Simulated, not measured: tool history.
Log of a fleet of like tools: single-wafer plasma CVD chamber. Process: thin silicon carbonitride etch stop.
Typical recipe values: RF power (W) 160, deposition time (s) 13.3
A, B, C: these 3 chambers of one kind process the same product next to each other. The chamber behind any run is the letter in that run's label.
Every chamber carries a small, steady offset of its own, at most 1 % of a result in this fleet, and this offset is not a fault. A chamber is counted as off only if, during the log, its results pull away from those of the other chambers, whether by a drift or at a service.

| run | hour | RF power (W) | deposition time (s) | hours since the last thermocouple change | hours since the last RF generator calibration | read-back reference wafer on the same gauge, thickness_nm | mean film thickness on the monitor wafer (nm) |
|---|---|---|---|---|---|---|---|
| 1C | 14 | 160 | 13.3 | 35.5 | 223.1 | 7.3338 | 7.0781 |
| 2B | 21.5 | 160 | 13.3 | 478.1 | 430.7 | 7.3256 | 7.0367 |
| 3A | 32 | 160 | 13.3 | 223.9 | 389.4 | 7.3268 | 6.9987 |
| 4B | 41.3 | 160 | 13.3 | 497.9 | 450.5 | 7.3241 | 7.0438 |
| 5A | 50.9 | 160 | 13.3 | 242.8 | 408.3 | 7.3303 | 7.0409 |
| 6C | 62.1 | 160 | 13.3 | 83.6 | 271.2 | 7.3263 | 7.0591 |
| 7C | 70.2 | 160 | 13.3 | 91.7 | 279.3 | 7.332 | 7.0945 |
| 8A | 81.8 | 160 | 13.3 | 273.7 | 439.2 | 7.3214 | 7.0081 |
| 9B | 92.4 | 160 | 13.3 | 549 | 501.6 | 7.3314 | 7.028 |
| 10A | 98.8 | 160 | 13.3 | 290.7 | 456.2 | 7.3249 | 7.0346 |
| 11C | 107.5 | 160 | 14.9 | 129 | 316.6 | 7.3319 | 7.9217 |
| 12B | 120.4 | 160 | 14.9 | 577 | 529.6 | 7.3228 | 7.8709 |
| 13A | 127.6 | 160 | 14.9 | 319.5 | 485 | 7.3309 | 7.8709 |
| 14C | 136.7 | 160 | 13.3 | 158.2 | 345.8 | 7.3344 | 7.0902 |
| 15B | 148.5 | 150 | 13.3 | 605.1 | 557.7 | 7.3329 | 6.8565 |
| 16B | 161.2 | 150 | 13.3 | 617.8 | 570.4 | 7.3234 | 6.892 |
| 17A | 175.1 | 150 | 13.3 | 367 | 532.5 | 7.3288 | 6.8734 |
| 18C | 186.1 | 160 | 13.3 | 207.6 | 395.2 | 7.3346 | 7.0858 |
| 19C | 195.5 | 135 | 13.3 | 217 | 404.6 | 7.3348 | 6.7701 |
| 20B | 205.8 | 135 | 13.3 | 662.4 | 615 | 7.3305 | 6.6955 |
| 21A | 217.3 | 135 | 13.3 | 409.2 | 574.7 | 7.3278 | 6.6575 |
| 22B | 224.6 | 160 | 13.3 | 681.2 | 633.8 | 7.3356 | 7.0418 |
| 23C | 233.4 | 160 | 13.3 | 254.9 | 442.5 | 7.3326 | 7.0962 |
| 24A | 246.7 | 160 | 12.1 | 438.6 | 604.1 | 7.3265 | 6.4133 |
| 25A | 256.5 | 160 | 12.1 | 448.4 | 613.9 | 7.3318 | 6.3638 |
| 26B | 267 | 160 | 12.1 | 723.6 | 676.2 | 7.3331 | 6.3765 |
| 27C | 274 | 160 | 13.3 | 295.5 | 483.1 | 7.3275 | 7.114 |
| 28C | 282.9 | 160 | 13.3 | 304.4 | 492 | 7.3329 | 7.0828 |
| 29A | 296.3 | 160 | 13.3 | 488.2 | 653.7 | 7.3371 | 6.9815 |
| 30B | 304.8 | 160 | 13.3 | 761.4 | 714 | 7.3323 | 7.0229 |
| 31A | 317.7 | 160 | 13.3 | 509.6 | 675.1 | 7.331 | 7.0269 |
| 32B | 329.9 | 160 | 13.3 | 786.5 | 739.1 | 7.3268 | 7.0222 |
| 33C | 340.3 | 160 | 13.3 | 361.8 | 549.4 | 7.3317 | 7.0665 |
| 34B | 348.9 | 145 | 11.4 | 805.5 | 758.1 | 7.3377 | 5.8359 |
| 35C | 355.7 | 145 | 11.4 | 377.2 | 564.8 | 7.3278 | 5.8579 |
| 36A | 364 | 145 | 11.4 | 555.9 | 721.4 | 7.3353 | 5.8706 |
| 37C | 370.1 | 160 | 13.3 | 391.6 | 579.2 | 7.3222 | 7.0925 |
| 38A | 380.3 | 160 | 13.3 | 572.2 | 737.7 | 7.3307 | 7.0094 |

One chamber off, gauge drift, or nothing amiss beyond the chambers' own small offsets? If it is a chamber, which one, and what is the likeliest cause?

Nothing is wrong: each chamber keeps only its own small, steady offset and the gauge holds still.
